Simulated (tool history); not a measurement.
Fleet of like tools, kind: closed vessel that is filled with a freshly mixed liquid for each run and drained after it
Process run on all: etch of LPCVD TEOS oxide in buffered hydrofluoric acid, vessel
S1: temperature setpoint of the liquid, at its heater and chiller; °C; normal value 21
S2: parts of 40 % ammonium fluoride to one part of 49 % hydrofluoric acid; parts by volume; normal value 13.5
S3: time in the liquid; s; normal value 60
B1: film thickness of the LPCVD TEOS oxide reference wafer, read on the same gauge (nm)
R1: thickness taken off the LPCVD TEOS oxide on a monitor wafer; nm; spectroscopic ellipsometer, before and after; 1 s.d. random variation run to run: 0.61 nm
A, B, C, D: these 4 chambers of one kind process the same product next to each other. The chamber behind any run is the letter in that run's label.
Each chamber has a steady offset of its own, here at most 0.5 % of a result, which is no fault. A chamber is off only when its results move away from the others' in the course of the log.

| run | hour | S1 | S2 | S3 | B1 | R1 |
|---|---|---|---|---|---|---|
| 1B | 8.3 | 21 | 13.5 | 60 | 110.03 | 92.482 |
| 2C | 14.2 | 21 | 13.5 | 60 | 110.01 | 92.454 |
| 3D | 23.2 | 21 | 13.5 | 60 | 110.04 | 92.466 |
| 4A | 31.7 | 21 | 13.5 | 60 | 110.01 | 93.156 |
| 5A | 44.2 | 21 | 13.5 | 60 | 109.99 | 92.525 |
| 6C | 52.8 | 21 | 13.5 | 60 | 110.01 | 93.121 |
| 7D | 63.7 | 21 | 15.5 | 80 | 110 | 107.88 |
| 8B | 74.5 | 21 | 15.5 | 80 | 110.02 | 106.27 |
| 9A | 84.6 | 21 | 15.5 | 80 | 110.04 | 108.2 |
| 10D | 90.3 | 21 | 15.5 | 80 | 109.98 | 108.5 |
| 11B | 98.8 | 21 | 13.5 | 60 | 110 | 92.729 |
| 12C | 109.1 | 21 | 13.5 | 60 | 110.02 | 94.935 |
| 13D | 119.8 | 21 | 13.5 | 60 | 110 | 93.382 |
| 14C | 125.7 | 21 | 13.5 | 60 | 109.97 | 95.119 |
| 15A | 135 | 17.5 | 17.5 | 60 | 110.01 | 59.175 |
|  | 135.6 | chamber D: thermometer replaced |
| 16B | 146 | 17.5 | 17.5 | 60 | 110.01 | 58.492 |
| 17D | 156.5 | 17.5 | 17.5 | 60 | 110 | 59.318 |
| 18B | 169 | 17.5 | 17.5 | 60 | 110.01 | 58.991 |
| 19A | 179.9 | 18.5 | 13.5 | 60 | 110 | 80.308 |
| 20C | 190.9 | 18.5 | 13.5 | 60 | 110.02 | 83.771 |
| 21B | 203.5 | 18.5 | 13.5 | 60 | 109.99 | 81.198 |
| 22A | 210.1 | 18.5 | 13.5 | 60 | 110 | 81.215 |
| 23D | 218.1 | 21 | 13.5 | 60 | 110 | 92.084 |
| 24C | 226.3 | 21 | 17 | 60 | 110 | 76.27 |
| 25C | 237.8 | 21 | 17 | 60 | 109.98 | 76.987 |
| 26A | 249.1 | 21 | 17 | 60 | 110.02 | 73.644 |
| 27D | 255.6 | 21 | 17 | 60 | 110.02 | 73.663 |
| 28B | 263.9 | 21 | 13.5 | 60 | 109.99 | 92.871 |
| 29C | 273.4 | 21 | 13.5 | 60 | 109.97 | 97.887 |
| 30D | 286.3 | 21 | 13.5 | 60 | 110 | 92.834 |
| 31A | 292.7 | 21 | 13.5 | 60 | 109.98 | 93.577 |
| 32B | 298.5 | 21 | 18 | 60 | 110 | 69.313 |
| 33A | 306.2 | 21 | 18 | 60 | 109.99 | 70.929 |
| 34B | 314.2 | 21 | 18 | 60 | 109.99 | 69.771 |
| 35C | 322.2 | 21 | 18 | 60 | 109.97 | 73.576 |
| 36D | 332.4 | 21 | 13.5 | 60 | 110 | 92.482 |
| 37C | 344.4 | 24.5 | 13.5 | 60 | 110.01 | 120.11 |
| 38A | 356.5 | 24.5 | 13.5 | 60 | 109.96 | 113.47 |
| 39B | 368 | 24.5 | 13.5 | 60 | 110.05 | 112.94 |

Is one chamber off against the others, does the gauge drift, or is nothing wrong? If a chamber is off, say which, and what the likeliest cause is.

Little by little, chamber C moves away from the other chambers.
Most likely cause: hydrofluoric acid flow above the setpoint (%) = 7.62.
The log might look much the same if the cause were instead: liquid hotter than its thermometer reads (K).

Here are 4 candidates for chamber C's next run, each the usual settings with a change, their results left as question marks. Which one brings its results back in line with what the others give on the usual settings?
In line here means within this much of the mean the other chambers give on the usual settings: R1 2.2 nm
| 40C-1 | 377.3 | 21 | 13.5 | 65 |  | ? |
| 40C-2 | 377.3 | 21 | 14.5 | 60 |  | ? |
| 40C-3 | 377.3 | 21 | 14 | 60 |  | ? |
| 40C-4 | 377.3 | 21 | 13 | 60 |  | ? |

Other chambers, usual settings, mean: R1 92.817 nm
| run | R1 |
|---|---|
| 40C-1 | 107.94 |
| 40C-2 | 92.834 |
| 40C-3 | 96.121 |
| 40C-4 | 103.43 |
40C-2 brings the chamber back in line.
